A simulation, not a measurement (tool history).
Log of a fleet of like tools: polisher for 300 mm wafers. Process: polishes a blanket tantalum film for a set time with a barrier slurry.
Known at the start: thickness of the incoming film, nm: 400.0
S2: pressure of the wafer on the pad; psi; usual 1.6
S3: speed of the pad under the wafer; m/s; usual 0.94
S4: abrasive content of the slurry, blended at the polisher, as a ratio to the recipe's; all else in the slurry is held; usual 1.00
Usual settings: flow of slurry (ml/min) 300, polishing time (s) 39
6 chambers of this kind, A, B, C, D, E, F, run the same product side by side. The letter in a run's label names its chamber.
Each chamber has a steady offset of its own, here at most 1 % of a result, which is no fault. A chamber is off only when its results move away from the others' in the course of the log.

run 1C hour=9.1 | flow_of_slurry_(ml/min)=300 S2=1.6 S3=0.94 S4=1.00 polishing_time_(s)=39 | film_removed_(Å)=524.47
-- hour=14.0 chamber A: worn pad replaced by a new one
-- hour=15.2 chamber E: worn pad replaced by a new one
run 2E hour=18.3 | flow_of_slurry_(ml/min)=300 S2=1.6 S3=0.94 S4=1.00 polishing_time_(s)=39 | film_removed_(Å)=523.35
run 3A hour=27.2 | flow_of_slurry_(ml/min)=300 S2=1.6 S3=0.94 S4=1.00 polishing_time_(s)=39 | film_removed_(Å)=522.09
run 4D hour=36.3 | flow_of_slurry_(ml/min)=300 S2=1.6 S3=0.94 S4=1.00 polishing_time_(s)=39 | film_removed_(Å)=522.93
run 5F hour=44.0 | flow_of_slurry_(ml/min)=300 S2=1.6 S3=0.94 S4=1.00 polishing_time_(s)=39 | film_removed_(Å)=529.30
-- hour=44.2 chamber B: worn pad replaced by a new one
run 6B hour=49.3 | flow_of_slurry_(ml/min)=300 S2=1.6 S3=0.94 S4=1.00 polishing_time_(s)=39 | film_removed_(Å)=527.13
-- hour=51.0 chamber E: slurry blender recalibrated
-- hour=54.0 chamber D: worn pad replaced by a new one
run 7F hour=61.0 | flow_of_slurry_(ml/min)=300 S2=1.6 S3=0.94 S4=1.00 polishing_time_(s)=39 | film_removed_(Å)=517.23
-- hour=69.1 chamber C: worn pad replaced by a new one
run 8D hour=72.7 | flow_of_slurry_(ml/min)=300 S2=1.6 S3=0.94 S4=1.00 polishing_time_(s)=39 | film_removed_(Å)=522.92
run 9A hour=79.1 | flow_of_slurry_(ml/min)=300 S2=1.6 S3=0.94 S4=1.00 polishing_time_(s)=39 | film_removed_(Å)=531.64
-- hour=84.9 chamber A: worn pad replaced by a new one
-- hour=86.4 chamber F: worn pad replaced by a new one
run 10E hour=88.9 | flow_of_slurry_(ml/min)=300 S2=1.6 S3=0.94 S4=1.00 polishing_time_(s)=39 | film_removed_(Å)=520.21
-- hour=90.8 chamber A: slurry nozzle cleaned
run 11B hour=98.4 | flow_of_slurry_(ml/min)=300 S2=1.6 S3=0.94 S4=1.00 polishing_time_(s)=39 | film_removed_(Å)=512.62
run 12C hour=106.7 | flow_of_slurry_(ml/min)=300 S2=1.6 S3=0.94 S4=1.00 polishing_time_(s)=39 | film_removed_(Å)=521.11
-- hour=108.3 chamber D: slurry blender recalibrated
-- hour=114.4 chamber E: worn pad replaced by a new one
run 13B hour=116.3 | flow_of_slurry_(ml/min)=300 S2=1.6 S3=0.94 S4=1.00 polishing_time_(s)=39 | film_removed_(Å)=517.69
run 14D hour=125.8 | flow_of_slurry_(ml/min)=300 S2=1.6 S3=0.94 S4=1.00 polishing_time_(s)=39 | film_removed_(Å)=526.27
-- hour=128.2 chamber C: slurry blender recalibrated
-- hour=130.2 chamber D: worn pad replaced by a new one
run 15E hour=134.9 | flow_of_slurry_(ml/min)=300 S2=1.6 S3=0.94 S4=1.00 polishing_time_(s)=39 | film_removed_(Å)=517.49
-- hour=135.8 chamber C: worn pad replaced by a new one
-- hour=138.7 chamber B: worn pad replaced by a new one
run 16F hour=140.1 | flow_of_slurry_(ml/min)=300 S2=1.6 S3=0.94 S4=1.00 polishing_time_(s)=39 | film_removed_(Å)=524.57
run 17C hour=146.5 | flow_of_slurry_(ml/min)=300 S2=1.6 S3=0.94 S4=1.00 polishing_time_(s)=39 | film_removed_(Å)=514.18
-- hour=150.4 chamber B: slurry blender recalibrated
-- hour=151.8 chamber F: slurry blender recalibrated
-- hour=152.1 chamber A: worn pad replaced by a new one
run 18A hour=157.9 | flow_of_slurry_(ml/min)=300 S2=1.6 S3=0.94 S4=1.00 polishing_time_(s)=39 | film_removed_(Å)=521.46
-- hour=158.2 chamber F: slurry nozzle cleaned
run 19E hour=164.1 | flow_of_slurry_(ml/min)=300 S2=1.6 S3=0.94 S4=1.00 polishing_time_(s)=39 | film_removed_(Å)=520.82
-- hour=164.5 chamber F: worn pad replaced by a new one
-- hour=168.4 chamber F: head pressure recalibrated
run 20F hour=174.6 | flow_of_slurry_(ml/min)=300 S2=1.6 S3=0.94 S4=1.00 polishing_time_(s)=39 | film_removed_(Å)=474.20
run 21D hour=180.1 | flow_of_slurry_(ml/min)=300 S2=1.6 S3=0.94 S4=1.00 polishing_time_(s)=39 | film_removed_(Å)=526.37
run 22B hour=189.6 | flow_of_slurry_(ml/min)=300 S2=1.6 S3=0.94 S4=1.00 polishing_time_(s)=39 | film_removed_(Å)=523.56
-- hour=191.8 chamber D: worn pad replaced by a new one
run 23A hour=200.6 | flow_of_slurry_(ml/min)=300 S2=1.6 S3=0.94 S4=1.00 polishing_time_(s)=39 | film_removed_(Å)=526.79
-- hour=202.2 chamber C: worn pad replaced by a new one
-- hour=204.5 chamber B: head pressure recalibrated
run 24C hour=210.2 | flow_of_slurry_(ml/min)=300 S2=1.6 S3=0.94 S4=1.00 polishing_time_(s)=39 | film_removed_(Å)=513.27
-- hour=211.6 chamber D: slurry blender recalibrated
-- hour=215.0 chamber E: worn pad replaced by a new one
run 25C hour=218.7 | flow_of_slurry_(ml/min)=300 S2=1.6 S3=0.94 S4=1.00 polishing_time_(s)=39 | film_removed_(Å)=522.51
-- hour=218.8 chamber A: worn pad replaced by a new one
-- hour=220.8 chamber B: worn pad replaced by a new one
run 26A hour=230.4 | flow_of_slurry_(ml/min)=300 S2=1.6 S3=0.94 S4=1.00 polishing_time_(s)=39 | film_removed_(Å)=518.92
run 27E hour=236.8 | flow_of_slurry_(ml/min)=300 S2=1.6 S3=0.94 S4=1.00 polishing_time_(s)=39 | film_removed_(Å)=516.75
-- hour=240.3 chamber A: head pressure recalibrated
run 28D hour=244.0 | flow_of_slurry_(ml/min)=300 S2=1.6 S3=0.94 S4=1.15 polishing_time_(s)=39 | film_removed_(Å)=544.24
run 29B hour=251.3 | flow_of_slurry_(ml/min)=300 S2=1.6 S3=0.94 S4=1.15 polishing_time_(s)=39 | film_removed_(Å)=541.21
-- hour=254.5 chamber F: worn pad replaced by a new one
run 30F hour=258.9 | flow_of_slurry_(ml/min)=300 S2=1.6 S3=0.94 S4=1.15 polishing_time_(s)=39 | film_removed_(Å)=489.54
-- hour=266.9 chamber D: worn pad replaced by a new one
-- hour=267.7 chamber E: slurry blender recalibrated
run 31B hour=269.6 | flow_of_slurry_(ml/min)=300 S2=1.6 S3=0.94 S4=1.15 polishing_time_(s)=39 | film_removed_(Å)=541.01
-- hour=270.1 chamber C: worn pad replaced by a new one
run 32A hour=277.8 | flow_of_slurry_(ml/min)=300 S2=1.6 S3=0.94 S4=1.15 polishing_time_(s)=39 | film_removed_(Å)=547.87
-- hour=282.2 chamber A: worn pad replaced by a new one
run 33E hour=289.5 | flow_of_slurry_(ml/min)=300 S2=1.6 S3=0.94 S4=1.15 polishing_time_(s)=39 | film_removed_(Å)=541.30
run 34C hour=299.1 | flow_of_slurry_(ml/min)=300 S2=1.4 S3=0.94 S4=1.10 polishing_time_(s)=39 | film_removed_(Å)=467.71
-- hour=301.9 chamber E: worn pad replaced by a new one
run 35D hour=310.2 | flow_of_slurry_(ml/min)=300 S2=1.4 S3=0.94 S4=1.10 polishing_time_(s)=39 | film_removed_(Å)=463.53
-- hour=311.4 chamber F: slurry blender recalibrated
-- hour=313.2 chamber A: slurry blender recalibrated
run 36F hour=317.9 | flow_of_slurry_(ml/min)=300 S2=1.4 S3=0.94 S4=1.10 polishing_time_(s)=39 | film_removed_(Å)=423.53
-- hour=323.0 chamber C: slurry nozzle cleaned
run 37A hour=327.3 | flow_of_slurry_(ml/min)=300 S2=1.4 S3=0.94 S4=1.10 polishing_time_(s)=39 | film_removed_(Å)=470.95
run 38E hour=337.1 | flow_of_slurry_(ml/min)=300 S2=1.4 S3=0.94 S4=1.10 polishing_time_(s)=39 | film_removed_(Å)=467.54
-- hour=337.6 chamber C: worn pad replaced by a new one
run 39C hour=343.8 | flow_of_slurry_(ml/min)=300 S2=1.4 S3=0.94 S4=1.10 polishing_time_(s)=39 | film_removed_(Å)=464.87

Is one chamber off against the others, does the gauge drift, or is nothing wrong? If a chamber is off, say which, and what the likeliest cause is.

A service left chamber F off against the others.
Cause: head's pressure below its setpoint, % = 9.38.

Here are 4 candidates for chamber F's next run, each the usual settings with a change, their results left as question marks. Which one brings its results back in line with what the others give on the usual settings?
In line means no further than this from the other chambers' mean on the usual settings: film removed (Å) 14.00
run 40F-1 hour=352.3 | flow_of_slurry_(ml/min)=300 S2=1.5 S3=0.90 S4=1.00 polishing_time_(s)=39 | film_removed_(Å)=?
run 40F-2 hour=352.3 | flow_of_slurry_(ml/min)=305 S2=1.8 S3=1.02 S4=1.00 polishing_time_(s)=39 | film_removed_(Å)=?
run 40F-3 hour=352.3 | flow_of_slurry_(ml/min)=300 S2=1.5 S3=0.88 S4=1.00 polishing_time_(s)=36 | film_removed_(Å)=?
run 40F-4 hour=352.3 | flow_of_slurry_(ml/min)=300 S2=1.7 S3=0.96 S4=1.00 polishing_time_(s)=40 | film_removed_(Å)=?

The other chambers' mean on the usual settings: film removed (Å) 519.24
run=40F-1 film_removed_(Å)=420.54
run=40F-2 film_removed_(Å)=573.23
run=40F-3 film_removed_(Å)=379.70
run=40F-4 film_removed_(Å)=521.89
40F-4 brings the chamber back in line.
